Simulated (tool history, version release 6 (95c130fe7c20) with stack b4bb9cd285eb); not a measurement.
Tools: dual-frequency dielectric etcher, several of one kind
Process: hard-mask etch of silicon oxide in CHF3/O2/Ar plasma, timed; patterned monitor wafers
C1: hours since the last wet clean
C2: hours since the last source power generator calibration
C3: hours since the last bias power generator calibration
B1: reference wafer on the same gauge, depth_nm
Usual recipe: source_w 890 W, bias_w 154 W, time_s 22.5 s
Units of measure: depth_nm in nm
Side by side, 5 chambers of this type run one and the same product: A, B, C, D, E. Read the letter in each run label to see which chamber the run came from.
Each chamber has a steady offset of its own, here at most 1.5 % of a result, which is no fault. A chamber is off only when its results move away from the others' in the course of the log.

{"run": "1A", "hour": 6.0, "source_w": 890, "bias_w": 154, "time_s": 22.5, "C1": 406.4, "C2": 2290.8, "C3": 1978.3, "B1": 52.104, "depth_nm": 49.474}
{"run": "2B", "hour": 12.1, "source_w": 890, "bias_w": 154, "time_s": 22.5, "C1": 226.3, "C2": 1374, "C3": 3348.7, "B1": 52.121, "depth_nm": 48.981}
{"run": "3C", "hour": 23.6, "source_w": 890, "bias_w": 154, "time_s": 22.5, "C1": 107.2, "C2": 2502.4, "C3": 1562.9, "B1": 52.094, "depth_nm": 48.746}
{"run": "4D", "hour": 34.5, "source_w": 890, "bias_w": 154, "time_s": 22.5, "C1": 369, "C2": 3571.2, "C3": 168.6, "B1": 52.096, "depth_nm": 49.262}
{"run": "5E", "hour": 41.5, "source_w": 1080, "bias_w": 154, "time_s": 17, "C1": 273, "C2": 1907.8, "C3": 1003.2, "B1": 52.089, "depth_nm": 40.576}
{"run": "6B", "hour": 52.8, "source_w": 1080, "bias_w": 154, "time_s": 17, "C1": 267, "C2": 1414.7, "C3": 3389.4, "B1": 52.046, "depth_nm": 39.91}
{"run": "7E", "hour": 61.8, "source_w": 1080, "bias_w": 154, "time_s": 17, "C1": 293.3, "C2": 1928.1, "C3": 1023.5, "B1": 52.085, "depth_nm": 40.603}
{"run": "8A", "hour": 74.0, "source_w": 1080, "bias_w": 154, "time_s": 17, "C1": 474.4, "C2": 2358.8, "C3": 2046.3, "B1": 52.071, "depth_nm": 40.393}
{"run": "9D", "hour": 82.1, "source_w": 1080, "bias_w": 154, "time_s": 17, "C1": 416.6, "C2": 3618.8, "C3": 216.2, "B1": 52.074, "depth_nm": 40.12}
{"run": "10C", "hour": 93.8, "source_w": 890, "bias_w": 154, "time_s": 22.5, "C1": 177.4, "C2": 2572.6, "C3": 1633.1, "B1": 52.117, "depth_nm": 48.581}
{"run": "11B", "hour": 100.7, "source_w": 890, "bias_w": 154, "time_s": 22.5, "C1": 314.9, "C2": 1462.6, "C3": 3437.3, "B1": 52.076, "depth_nm": 49.169}
{"run": "12C", "hour": 111.2, "source_w": 890, "bias_w": 191, "time_s": 28.5, "C1": 194.8, "C2": 2590, "C3": 1650.5, "B1": 52.116, "depth_nm": 66.645}
{"run": "13D", "hour": 118.0, "source_w": 890, "bias_w": 191, "time_s": 28.5, "C1": 452.5, "C2": 3654.7, "C3": 252.1, "B1": 52.095, "depth_nm": 66.912}
{"run": "14E", "hour": 129.9, "source_w": 890, "bias_w": 191, "time_s": 28.5, "C1": 361.4, "C2": 1996.2, "C3": 1091.6, "B1": 52.074, "depth_nm": 67.878}
{"run": "15A", "hour": 140.5, "source_w": 890, "bias_w": 191, "time_s": 28.5, "C1": 540.9, "C2": 2425.3, "C3": 2112.8, "B1": 52.118, "depth_nm": 67.321}
{"hour": 146.4, "done": "chamber A: source power generator calibrated"}
{"run": "16A", "hour": 149.8, "source_w": 890, "bias_w": 191, "time_s": 28.5, "C1": 550.2, "C2": 3.5, "C3": 2122.1, "B1": 52.124, "depth_nm": 67.727}
{"hour": 160.3, "done": "chamber D: wet clean of the chamber"}
{"run": "17B", "hour": 160.5, "source_w": 890, "bias_w": 154, "time_s": 22.5, "C1": 374.7, "C2": 1522.4, "C3": 3497.1, "B1": 52.108, "depth_nm": 48.927}
{"run": "18D", "hour": 166.0, "source_w": 1030, "bias_w": 137, "time_s": 22.5, "C1": 5.8, "C2": 3702.7, "C3": 300.1, "B1": 52.182, "depth_nm": 48.214}
{"run": "19E", "hour": 172.6, "source_w": 1030, "bias_w": 137, "time_s": 22.5, "C1": 404.1, "C2": 2038.9, "C3": 1134.3, "B1": 52.096, "depth_nm": 50.951}
{"run": "20C", "hour": 184.1, "source_w": 1030, "bias_w": 137, "time_s": 22.5, "C1": 267.7, "C2": 2662.9, "C3": 1723.4, "B1": 52.086, "depth_nm": 49.95}
{"hour": 186.7, "done": "chamber A: wet clean of the chamber"}
{"run": "21D", "hour": 192.5, "source_w": 1030, "bias_w": 137, "time_s": 22.5, "C1": 32.3, "C2": 3729.2, "C3": 326.6, "B1": 52.121, "depth_nm": 48.307}
{"run": "22B", "hour": 204.7, "source_w": 1030, "bias_w": 137, "time_s": 22.5, "C1": 418.9, "C2": 1566.6, "C3": 3541.3, "B1": 52.117, "depth_nm": 49.925}
{"run": "23C", "hour": 215.6, "source_w": 1080, "bias_w": 188, "time_s": 22.5, "C1": 299.2, "C2": 2694.4, "C3": 1754.9, "B1": 52.072, "depth_nm": 55.988}
{"run": "24A", "hour": 226.3, "source_w": 1080, "bias_w": 188, "time_s": 22.5, "C1": 39.6, "C2": 80, "C3": 2198.6, "B1": 52.06, "depth_nm": 57.106}
{"run": "25E", "hour": 234.6, "source_w": 1080, "bias_w": 188, "time_s": 22.5, "C1": 466.1, "C2": 2100.9, "C3": 1196.3, "B1": 52.075, "depth_nm": 57.342}
{"hour": 240.4, "done": "chamber B: wet clean of the chamber"}
{"run": "26D", "hour": 241.4, "source_w": 1080, "bias_w": 188, "time_s": 22.5, "C1": 81.2, "C2": 3778.1, "C3": 375.5, "B1": 52.101, "depth_nm": 54.37}
{"run": "27A", "hour": 246.8, "source_w": 1080, "bias_w": 188, "time_s": 22.5, "C1": 60.1, "C2": 100.5, "C3": 2219.1, "B1": 52.098, "depth_nm": 56.906}
{"hour": 250.9, "done": "chamber E: wet clean of the chamber"}
{"run": "28E", "hour": 252.7, "source_w": 890, "bias_w": 154, "time_s": 22.5, "C1": 1.9, "C2": 2119, "C3": 1214.4, "B1": 52.094, "depth_nm": 49.77}
{"run": "29C", "hour": 263.0, "source_w": 890, "bias_w": 154, "time_s": 22.5, "C1": 346.6, "C2": 2741.8, "C3": 1802.3, "B1": 52.1, "depth_nm": 49.055}
{"run": "30B", "hour": 273.6, "source_w": 890, "bias_w": 154, "time_s": 16.5, "C1": 33.2, "C2": 1635.5, "C3": 3610.2, "B1": 52.042, "depth_nm": 36.054}
{"run": "31D", "hour": 281.1, "source_w": 890, "bias_w": 154, "time_s": 16.5, "C1": 120.9, "C2": 3817.8, "C3": 415.2, "B1": 52.096, "depth_nm": 34.769}
{"run": "32A", "hour": 292.2, "source_w": 890, "bias_w": 154, "time_s": 16.5, "C1": 105.5, "C2": 145.9, "C3": 2264.5, "B1": 52.141, "depth_nm": 36.561}
{"run": "33B", "hour": 302.3, "source_w": 890, "bias_w": 154, "time_s": 16.5, "C1": 61.9, "C2": 1664.2, "C3": 3638.9, "B1": 52.077, "depth_nm": 36.02}
{"run": "34E", "hour": 313.1, "source_w": 890, "bias_w": 154, "time_s": 16.5, "C1": 62.3, "C2": 2179.4, "C3": 1274.8, "B1": 52.138, "depth_nm": 36.395}
{"run": "35C", "hour": 323.1, "source_w": 890, "bias_w": 154, "time_s": 22.5, "C1": 406.7, "C2": 2801.9, "C3": 1862.4, "B1": 52.088, "depth_nm": 49.036}
{"run": "36E", "hour": 335.2, "source_w": 890, "bias_w": 154, "time_s": 22.5, "C1": 84.4, "C2": 2201.5, "C3": 1296.9, "B1": 52.054, "depth_nm": 49.662}
{"run": "37A", "hour": 345.5, "source_w": 890, "bias_w": 154, "time_s": 22.5, "C1": 158.8, "C2": 199.2, "C3": 2317.8, "B1": 52.066, "depth_nm": 49.682}

All chambers now run identical settings, listed one chamber a line with results as question marks. What results will each chamber show?
{"run": "38A", "hour": 354.5, "source_w": 890, "bias_w": 154, "time_s": 22.5, "depth_nm": "?"}
{"run": "38B", "hour": 354.5, "source_w": 890, "bias_w": 154, "time_s": 22.5, "depth_nm": "?"}
{"run": "38C", "hour": 354.5, "source_w": 890, "bias_w": 154, "time_s": 22.5, "depth_nm": "?"}
{"run": "38D", "hour": 354.5, "source_w": 890, "bias_w": 154, "time_s": 22.5, "depth_nm": "?"}
{"run": "38E", "hour": 354.5, "source_w": 890, "bias_w": 154, "time_s": 22.5, "depth_nm": "?"}

run=38A depth_nm=49.775
run=38B depth_nm=49.09
run=38C depth_nm=49.001
run=38D depth_nm=47.078
run=38E depth_nm=49.876
